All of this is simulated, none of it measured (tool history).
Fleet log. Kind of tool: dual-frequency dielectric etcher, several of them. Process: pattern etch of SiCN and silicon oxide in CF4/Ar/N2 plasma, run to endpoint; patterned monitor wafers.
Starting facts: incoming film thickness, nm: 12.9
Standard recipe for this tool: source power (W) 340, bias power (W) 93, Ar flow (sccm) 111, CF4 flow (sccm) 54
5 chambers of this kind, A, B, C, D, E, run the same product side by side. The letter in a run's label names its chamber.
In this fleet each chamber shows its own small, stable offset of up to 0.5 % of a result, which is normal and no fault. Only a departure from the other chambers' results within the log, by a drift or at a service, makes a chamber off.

Run 1C, day 0.196: usual settings. Result: endpoint time (s) 18.303.
Run 2E, day 0.329: usual settings. Result: endpoint time (s) 18.568.
Run 3D, day 0.521: usual settings. Result: endpoint time (s) 18.540.
Run 4A, day 0.742: usual settings. Result: endpoint time (s) 18.371.
Run 5B, day 0.979: usual settings. Result: endpoint time (s) 18.488.
Run 6A, day 1.171: usual settings. Result: endpoint time (s) 18.441.
Run 7C, day 1.304: usual settings. Result: endpoint time (s) 18.218.
Run 8E, day 1.483: usual settings. Result: endpoint time (s) 18.507.
At day 1.625: chamber D: bias power generator calibrated.
At day 1.708: chamber C: CF4 flow controller replaced.
Run 9D, day 1.733: usual settings. Result: endpoint time (s) 18.360.
Run 10B, day 1.975: usual settings but bias power (W) 78, CF4 flow (sccm) 48. Result: endpoint time (s) 20.067.
Run 11E, day 2.146: usual settings but bias power (W) 78, CF4 flow (sccm) 48. Result: endpoint time (s) 20.038.
Run 12B, day 2.317: usual settings but bias power (W) 78, CF4 flow (sccm) 48. Result: endpoint time (s) 19.899.
Run 13C, day 2.571: usual settings but bias power (W) 78, CF4 flow (sccm) 48. Result: endpoint time (s) 20.041.
Run 14A, day 2.733: usual settings but bias power (W) 78, CF4 flow (sccm) 48. Result: endpoint time (s) 19.815.
Run 15D, day 2.967: usual settings. Result: endpoint time (s) 18.494.
Run 16A, day 3.108: usual settings. Result: endpoint time (s) 18.228.
Run 17D, day 3.329: usual settings. Result: endpoint time (s) 18.592.
Run 18C, day 3.462: usual settings. Result: endpoint time (s) 18.243.
Run 19E, day 3.667: usual settings. Result: endpoint time (s) 18.449.
Run 20B, day 3.858: usual settings. Result: endpoint time (s) 18.374.
Run 21A, day 4.121: usual settings. Result: endpoint time (s) 17.938.
Run 22C, day 4.304: usual settings. Result: endpoint time (s) 18.268.
Run 23E, day 4.575: usual settings. Result: endpoint time (s) 18.314.
Run 24B, day 4.838: usual settings. Result: endpoint time (s) 18.386.
Run 25D, day 5.104: usual settings. Result: endpoint time (s) 18.461.
Run 26E, day 5.300: usual settings. Result: endpoint time (s) 18.485.
At day 5.500: chamber E: wet clean of the chamber.
Run 27A, day 5.542: usual settings. Result: endpoint time (s) 17.932.
Run 28B, day 5.804: usual settings. Result: endpoint time (s) 18.263.
Run 29C, day 5.954: usual settings but bias power (W) 107, Ar flow (sccm) 102. Result: endpoint time (s) 17.109.
Run 30D, day 6.204: usual settings but bias power (W) 107, Ar flow (sccm) 102. Result: endpoint time (s) 17.275.
Run 31C, day 6.425: usual settings but bias power (W) 107, Ar flow (sccm) 102. Result: endpoint time (s) 17.049.
Run 32A, day 6.588: usual settings but bias power (W) 107, Ar flow (sccm) 102. Result: endpoint time (s) 16.550.
Run 33B, day 6.754: usual settings but bias power (W) 107, Ar flow (sccm) 102. Result: endpoint time (s) 17.196.
Run 34E, day 7.004: usual settings. Result: endpoint time (s) 18.506.
Run 35D, day 7.204: usual settings but source power (W) 390, CF4 flow (sccm) 63. Result: endpoint time (s) 15.900.
Run 36C, day 7.350: usual settings but source power (W) 390, CF4 flow (sccm) 63. Result: endpoint time (s) 15.882.
Run 37D, day 7.521: usual settings but source power (W) 390, CF4 flow (sccm) 63. Result: endpoint time (s) 15.954.
Run 38B, day 7.646: usual settings but source power (W) 390, CF4 flow (sccm) 63. Result: endpoint time (s) 15.987.
Run 39E, day 7.888: usual settings but source power (W) 390, CF4 flow (sccm) 63. Result: endpoint time (s) 16.170.
Run 40A, day 8.038: usual settings. Result: endpoint time (s) 17.747.
Run 41C, day 8.175: usual settings but source power (W) 390, CF4 flow (sccm) 58. Result: endpoint time (s) 16.154.

Which is it: a chamber that has drifted or been left off by a service, a gauge drift common to all chambers, or only each chamber's usual small offset? If a chamber is off, name it and its likeliest cause.

Chamber A drifts away from the others.
Cause: etch rate over this chamber's usual, % = 4.89.
It could be hard to tell apart here from: source power that arrives over what is set, %.

Chamber A could run next with any of the 4 candidate recipes listed below; each alters the usual settings, and their results appear as question marks. Which one brings its results back in line with what the other chambers deliver on the usual settings?
In line here means within this much of the mean the other chambers give on the usual settings: endpoint time (s) 0.320
Run 42A-1, day 8.367: usual settings but bias power (W) 96, Ar flow (sccm) 109, CF4 flow (sccm) 55. Result: endpoint time (s) ?.
Run 42A-2, day 8.367: usual settings but source power (W) 360, CF4 flow (sccm) 55. Result: endpoint time (s) ?.
Run 42A-3, day 8.367: usual settings but source power (W) 320, Ar flow (sccm) 112. Result: endpoint time (s) ?.
Run 42A-4, day 8.367: usual settings but CF4 flow (sccm) 47. Result: endpoint time (s) ?.

Mean of the other chambers on the usual settings: endpoint time (s) 18.418
  run  endpoint time (s)
42A-1             17.221
42A-2             16.634
42A-3             18.487
42A-4             17.875
The right change is 42A-3: it brings the chamber back within the allowed miss of the others.

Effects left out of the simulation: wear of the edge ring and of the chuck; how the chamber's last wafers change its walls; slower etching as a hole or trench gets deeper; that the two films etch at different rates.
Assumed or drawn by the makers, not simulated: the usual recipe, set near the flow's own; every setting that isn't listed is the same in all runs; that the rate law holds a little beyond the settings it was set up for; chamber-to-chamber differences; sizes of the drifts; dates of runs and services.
